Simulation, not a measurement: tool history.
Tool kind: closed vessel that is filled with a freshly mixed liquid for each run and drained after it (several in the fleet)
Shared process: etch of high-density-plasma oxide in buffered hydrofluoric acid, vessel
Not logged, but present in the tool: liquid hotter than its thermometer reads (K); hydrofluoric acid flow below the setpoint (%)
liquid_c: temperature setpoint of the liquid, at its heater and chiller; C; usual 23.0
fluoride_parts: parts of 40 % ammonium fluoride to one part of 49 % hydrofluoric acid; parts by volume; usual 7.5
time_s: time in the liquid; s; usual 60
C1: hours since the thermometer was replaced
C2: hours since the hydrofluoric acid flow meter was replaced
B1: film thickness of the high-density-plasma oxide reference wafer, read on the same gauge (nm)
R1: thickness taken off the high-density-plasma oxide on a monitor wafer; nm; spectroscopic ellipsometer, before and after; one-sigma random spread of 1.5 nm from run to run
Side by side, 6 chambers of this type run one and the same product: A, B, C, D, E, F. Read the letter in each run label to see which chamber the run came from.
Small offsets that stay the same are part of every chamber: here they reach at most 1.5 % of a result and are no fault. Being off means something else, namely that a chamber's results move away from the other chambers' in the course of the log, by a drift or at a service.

Run 1E, hour 10.8: usual settings; C1 822.0; C2 299.8; B1 49.973. Result: R1 172.45 nm.
Run 2C, hour 26.0: usual settings; C1 2513.6; C2 151.5; B1 49.993. Result: R1 170.17 nm.
Run 3D, hour 38.3: usual settings; C1 454.4; C2 640.4; B1 49.984. Result: R1 170.43 nm.
Run 4F, hour 49.0: usual settings; C1 1340.7; C2 391.5; B1 50.027. Result: R1 173.21 nm.
Run 5B, hour 59.7: usual settings; C1 1022.2; C2 1555.2; B1 49.990. Result: R1 172.96 nm.
Run 6A, hour 69.3: usual settings; C1 533.9; C2 372.0; B1 49.985. Result: R1 171.96 nm.
Run 7B, hour 77.8: usual settings; C1 1040.3; C2 1573.3; B1 50.007. Result: R1 170.80 nm.
Run 8D, hour 87.7: usual settings; C1 503.8; C2 689.8; B1 50.006. Result: R1 172.76 nm.
Run 9F, hour 103.0: usual settings; C1 1394.7; C2 445.5; B1 49.969. Result: R1 169.84 nm.
Run 10E, hour 116.7: usual settings; C1 927.9; C2 405.7; B1 50.030. Result: R1 174.24 nm.
Run 11C, hour 129.4: usual settings but fluoride_parts 5.0 parts by volume, time_s 80 s; C1 2617.0; C2 254.9; B1 49.972. Result: R1 320.88 nm.
Run 12A, hour 139.9: usual settings but fluoride_parts 5.0 parts by volume, time_s 80 s; C1 604.5; C2 442.6; B1 49.985. Result: R1 328.15 nm.
At hour 144.6: chamber C: thermometer replaced.
Run 13B, hour 148.4: usual settings but fluoride_parts 5.0 parts by volume, time_s 80 s; C1 1110.9; C2 1643.9; B1 49.986. Result: R1 321.65 nm.
Run 14E, hour 164.0: usual settings but fluoride_parts 5.0 parts by volume, time_s 80 s; C1 975.2; C2 453.0; B1 49.971. Result: R1 326.18 nm.
Run 15F, hour 178.9: usual settings but fluoride_parts 5.0 parts by volume, time_s 80 s; C1 1470.6; C2 521.4; B1 50.019. Result: R1 323.12 nm.
Run 16C, hour 187.4: usual settings but fluoride_parts 5.0 parts by volume, time_s 80 s; C1 42.9; C2 312.9; B1 49.999. Result: R1 317.83 nm.
Run 17D, hour 203.0: usual settings; C1 619.1; C2 805.1; B1 49.982. Result: R1 174.12 nm.
Run 18A, hour 218.8: usual settings but liquid_c 20.0 C, time_s 50 s; C1 683.4; C2 521.5; B1 49.970. Result: R1 123.73 nm.
Run 19F, hour 231.8: usual settings but liquid_c 20.0 C, time_s 50 s; C1 1523.5; C2 574.3; B1 50.010. Result: R1 122.09 nm.
Run 20A, hour 247.9: usual settings but liquid_c 20.0 C, time_s 50 s; C1 712.5; C2 550.6; B1 49.969. Result: R1 121.38 nm.
Run 21B, hour 256.4: usual settings but liquid_c 20.0 C, time_s 50 s; C1 1218.9; C2 1751.9; B1 49.995. Result: R1 120.77 nm.
Run 22D, hour 270.9: usual settings but liquid_c 20.0 C, time_s 50 s; C1 687.0; C2 873.0; B1 49.998. Result: R1 122.58 nm.
Run 23C, hour 280.2: usual settings but liquid_c 20.0 C, time_s 50 s; C1 135.7; C2 405.7; B1 50.010. Result: R1 114.77 nm.
Run 24E, hour 289.5: usual settings; C1 1100.7; C2 578.5; B1 49.985. Result: R1 171.42 nm.
Run 25A, hour 301.6: usual settings; C1 766.2; C2 604.3; B1 50.015. Result: R1 175.76 nm.
Run 26B, hour 312.8: usual settings; C1 1275.3; C2 1808.3; B1 50.016. Result: R1 170.10 nm.
Run 27E, hour 327.8: usual settings; C1 1139.0; C2 616.8; B1 49.975. Result: R1 171.77 nm.
Run 28F, hour 335.1: usual settings; C1 1626.8; C2 677.6; B1 49.971. Result: R1 170.77 nm.
Run 29C, hour 342.3: usual settings; C1 197.8; C2 467.8; B1 49.993. Result: R1 156.78 nm.
Run 30D, hour 354.3: usual settings; C1 770.4; C2 956.4; B1 49.994. Result: R1 171.08 nm.
Run 31C, hour 368.8: usual settings but time_s 40 s; C1 224.3; C2 494.3; B1 49.971. Result: R1 104.41 nm.
Run 32F, hour 380.2: usual settings but time_s 40 s; C1 1671.9; C2 722.7; B1 50.015. Result: R1 113.29 nm.
Run 33E, hour 389.9: usual settings but time_s 40 s; C1 1201.1; C2 678.9; B1 50.009. Result: R1 114.85 nm.
Run 34A, hour 400.9: usual settings but time_s 40 s; C1 865.5; C2 703.6; B1 49.994. Result: R1 116.80 nm.
Run 35B, hour 410.0: usual settings but time_s 40 s; C1 1372.5; C2 1905.5; B1 49.986. Result: R1 114.45 nm.
Run 36D, hour 417.4: usual settings but time_s 40 s; C1 833.5; C2 1019.5; B1 49.978. Result: R1 113.64 nm.
Run 37B, hour 428.8: usual settings; C1 1391.3; C2 1924.3; B1 49.975. Result: R1 170.75 nm.

The same settings go to every chamber for the next run, one line per chamber below. Forecast the results for each:
Run 38A, hour 440.4: usual settings but liquid_c 24.5 C. Result: R1 ?.
Run 38B, hour 440.4: usual settings but liquid_c 24.5 C. Result: R1 ?.
Run 38C, hour 440.4: usual settings but liquid_c 24.5 C. Result: R1 ?.
Run 38D, hour 440.4: usual settings but liquid_c 24.5 C. Result: R1 ?.
Run 38E, hour 440.4: usual settings but liquid_c 24.5 C. Result: R1 ?.
Run 38F, hour 440.4: usual settings but liquid_c 24.5 C. Result: R1 ?.

run      R1
38A  190.92
38B  186.89
38C  167.59
38D  188.13
38E  184.90
38F  185.42
